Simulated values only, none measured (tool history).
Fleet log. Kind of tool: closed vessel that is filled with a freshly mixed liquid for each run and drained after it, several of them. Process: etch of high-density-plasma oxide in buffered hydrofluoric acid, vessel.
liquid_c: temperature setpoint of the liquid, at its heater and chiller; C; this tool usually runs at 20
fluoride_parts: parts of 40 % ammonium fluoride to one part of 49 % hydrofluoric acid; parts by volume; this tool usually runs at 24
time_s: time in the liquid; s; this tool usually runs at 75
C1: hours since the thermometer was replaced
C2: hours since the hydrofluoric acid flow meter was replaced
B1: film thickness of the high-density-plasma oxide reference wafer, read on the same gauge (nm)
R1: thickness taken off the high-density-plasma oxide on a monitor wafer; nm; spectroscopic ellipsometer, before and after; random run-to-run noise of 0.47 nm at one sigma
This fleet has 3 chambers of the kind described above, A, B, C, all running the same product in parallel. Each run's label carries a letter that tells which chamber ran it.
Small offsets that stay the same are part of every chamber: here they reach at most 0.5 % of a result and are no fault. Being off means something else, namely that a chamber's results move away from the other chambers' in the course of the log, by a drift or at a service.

{"run": "1C", "hour": 3.9, "liquid_c": 20, "fluoride_parts": 24, "time_s": 75, "C1": 2082.4, "C2": 949.8, "B1": 120.04, "R1": 58.905}
{"run": "2A", "hour": 8.4, "liquid_c": 20, "fluoride_parts": 24, "time_s": 75, "C1": 1260.5, "C2": 47.8, "B1": 120, "R1": 59.329}
{"run": "3B", "hour": 13.6, "liquid_c": 20, "fluoride_parts": 24, "time_s": 75, "C1": 1736.8, "C2": 437.9, "B1": 119.98, "R1": 58.86}
{"run": "4A", "hour": 18.6, "liquid_c": 20, "fluoride_parts": 24, "time_s": 75, "C1": 1270.7, "C2": 58, "B1": 119.99, "R1": 59.84}
{"run": "5C", "hour": 24.5, "liquid_c": 20, "fluoride_parts": 24, "time_s": 75, "C1": 2103, "C2": 970.4, "B1": 119.98, "R1": 59.777}
{"run": "6B", "hour": 31.0, "liquid_c": 20, "fluoride_parts": 24, "time_s": 75, "C1": 1754.2, "C2": 455.3, "B1": 120.01, "R1": 59.256}
{"run": "7A", "hour": 37.3, "liquid_c": 20, "fluoride_parts": 24, "time_s": 75, "C1": 1289.4, "C2": 76.7, "B1": 119.97, "R1": 59.285}
{"run": "8C", "hour": 42.5, "liquid_c": 20, "fluoride_parts": 24, "time_s": 75, "C1": 2121, "C2": 988.4, "B1": 120.03, "R1": 58.474}
{"run": "9B", "hour": 45.6, "liquid_c": 20, "fluoride_parts": 24, "time_s": 75, "C1": 1768.8, "C2": 469.9, "B1": 120.02, "R1": 59.187}
{"run": "10C", "hour": 51.0, "liquid_c": 20, "fluoride_parts": 24, "time_s": 75, "C1": 2129.5, "C2": 996.9, "B1": 119.96, "R1": 59.642}
{"run": "11A", "hour": 57.2, "liquid_c": 20, "fluoride_parts": 24, "time_s": 75, "C1": 1309.3, "C2": 96.6, "B1": 120.01, "R1": 58.953}
{"run": "12B", "hour": 61.0, "liquid_c": 18, "fluoride_parts": 21, "time_s": 75, "C1": 1784.2, "C2": 485.3, "B1": 120.01, "R1": 56.959}
{"run": "13C", "hour": 63.9, "liquid_c": 18, "fluoride_parts": 21, "time_s": 75, "C1": 2142.4, "C2": 1009.8, "B1": 120, "R1": 58.359}
{"run": "14A", "hour": 70.4, "liquid_c": 18, "fluoride_parts": 21, "time_s": 75, "C1": 1322.5, "C2": 109.8, "B1": 119.99, "R1": 58.843}
{"run": "15B", "hour": 74.0, "liquid_c": 20, "fluoride_parts": 24, "time_s": 75, "C1": 1797.2, "C2": 498.3, "B1": 119.99, "R1": 57.682}
{"run": "16C", "hour": 79.7, "liquid_c": 20, "fluoride_parts": 24, "time_s": 75, "C1": 2158.2, "C2": 1025.6, "B1": 120, "R1": 59.771}
{"run": "17A", "hour": 83.1, "liquid_c": 20, "fluoride_parts": 24, "time_s": 75, "C1": 1335.2, "C2": 122.5, "B1": 120, "R1": 58.87}
{"run": "18B", "hour": 88.3, "liquid_c": 20, "fluoride_parts": 24, "time_s": 75, "C1": 1811.5, "C2": 512.6, "B1": 119.97, "R1": 57.697}
{"run": "19A", "hour": 93.1, "liquid_c": 20, "fluoride_parts": 24, "time_s": 75, "C1": 1345.2, "C2": 132.5, "B1": 119.98, "R1": 59.157}
{"run": "20C", "hour": 96.5, "liquid_c": 20, "fluoride_parts": 24, "time_s": 75, "C1": 2175, "C2": 1042.4, "B1": 119.98, "R1": 58.972}
{"run": "21B", "hour": 102.7, "liquid_c": 17, "fluoride_parts": 24, "time_s": 35, "C1": 1825.9, "C2": 527, "B1": 120, "R1": 22.834}
{"run": "22A", "hour": 108.2, "liquid_c": 17, "fluoride_parts": 24, "time_s": 35, "C1": 1360.3, "C2": 147.6, "B1": 119.99, "R1": 23.036}
{"run": "23B", "hour": 113.3, "liquid_c": 17, "fluoride_parts": 24, "time_s": 35, "C1": 1836.5, "C2": 537.6, "B1": 120.02, "R1": 22.505}
{"run": "24C", "hour": 116.4, "liquid_c": 20, "fluoride_parts": 24, "time_s": 75, "C1": 2194.9, "C2": 1062.3, "B1": 120.01, "R1": 58.888}
{"run": "25C", "hour": 119.9, "liquid_c": 20, "fluoride_parts": 24, "time_s": 75, "C1": 2198.4, "C2": 1065.8, "B1": 120.01, "R1": 58.352}
{"run": "26A", "hour": 125.8, "liquid_c": 20, "fluoride_parts": 24, "time_s": 75, "C1": 1377.9, "C2": 165.2, "B1": 120.02, "R1": 58.539}
{"run": "27B", "hour": 128.9, "liquid_c": 20, "fluoride_parts": 24, "time_s": 75, "C1": 1852.1, "C2": 553.2, "B1": 119.95, "R1": 56.541}
{"run": "28B", "hour": 135.2, "liquid_c": 20, "fluoride_parts": 24, "time_s": 75, "C1": 1858.4, "C2": 559.5, "B1": 119.99, "R1": 56.746}
{"run": "29A", "hour": 139.7, "liquid_c": 20, "fluoride_parts": 24, "time_s": 75, "C1": 1391.8, "C2": 179.1, "B1": 119.98, "R1": 59.77}
{"run": "30C", "hour": 144.9, "liquid_c": 20, "fluoride_parts": 24, "time_s": 75, "C1": 2223.4, "C2": 1090.8, "B1": 119.98, "R1": 58.977}
{"run": "31B", "hour": 149.6, "liquid_c": 20, "fluoride_parts": 24, "time_s": 75, "C1": 1872.8, "C2": 573.9, "B1": 119.99, "R1": 56.105}
{"run": "32A", "hour": 154.1, "liquid_c": 20, "fluoride_parts": 24, "time_s": 75, "C1": 1406.2, "C2": 193.5, "B1": 120.03, "R1": 59.81}
{"run": "33C", "hour": 157.4, "liquid_c": 20, "fluoride_parts": 24, "time_s": 75, "C1": 2235.9, "C2": 1103.3, "B1": 120, "R1": 59.453}
{"run": "34A", "hour": 163.0, "liquid_c": 20, "fluoride_parts": 24, "time_s": 75, "C1": 1415.1, "C2": 202.4, "B1": 119.98, "R1": 59.852}
{"run": "35C", "hour": 166.8, "liquid_c": 20, "fluoride_parts": 24, "time_s": 75, "C1": 2245.3, "C2": 1112.7, "B1": 120.01, "R1": 60.015}
{"run": "36B", "hour": 170.5, "liquid_c": 20, "fluoride_parts": 24, "time_s": 75, "C1": 1893.7, "C2": 594.8, "B1": 120.01, "R1": 55.199}
{"run": "37A", "hour": 174.4, "liquid_c": 20, "fluoride_parts": 24, "time_s": 75, "C1": 1426.5, "C2": 213.8, "B1": 119.96, "R1": 59.08}
{"run": "38C", "hour": 178.7, "liquid_c": 20, "fluoride_parts": 24, "time_s": 75, "C1": 2257.2, "C2": 1124.6, "B1": 120.02, "R1": 58.857}
{"run": "39B", "hour": 183.3, "liquid_c": 20, "fluoride_parts": 24, "time_s": 75, "C1": 1906.5, "C2": 607.6, "B1": 119.98, "R1": 54.484}

All 3 chambers run these settings next. Forecast each chamber's results:
{"run": "40A", "hour": 188.1, "liquid_c": 20, "fluoride_parts": 24, "time_s": 75, "R1": "?"}
{"run": "40B", "hour": 188.1, "liquid_c": 20, "fluoride_parts": 24, "time_s": 75, "R1": "?"}
{"run": "40C", "hour": 188.1, "liquid_c": 20, "fluoride_parts": 24, "time_s": 75, "R1": "?"}

run=40A R1=60.23
run=40B R1=55.019
run=40C R1=58.931
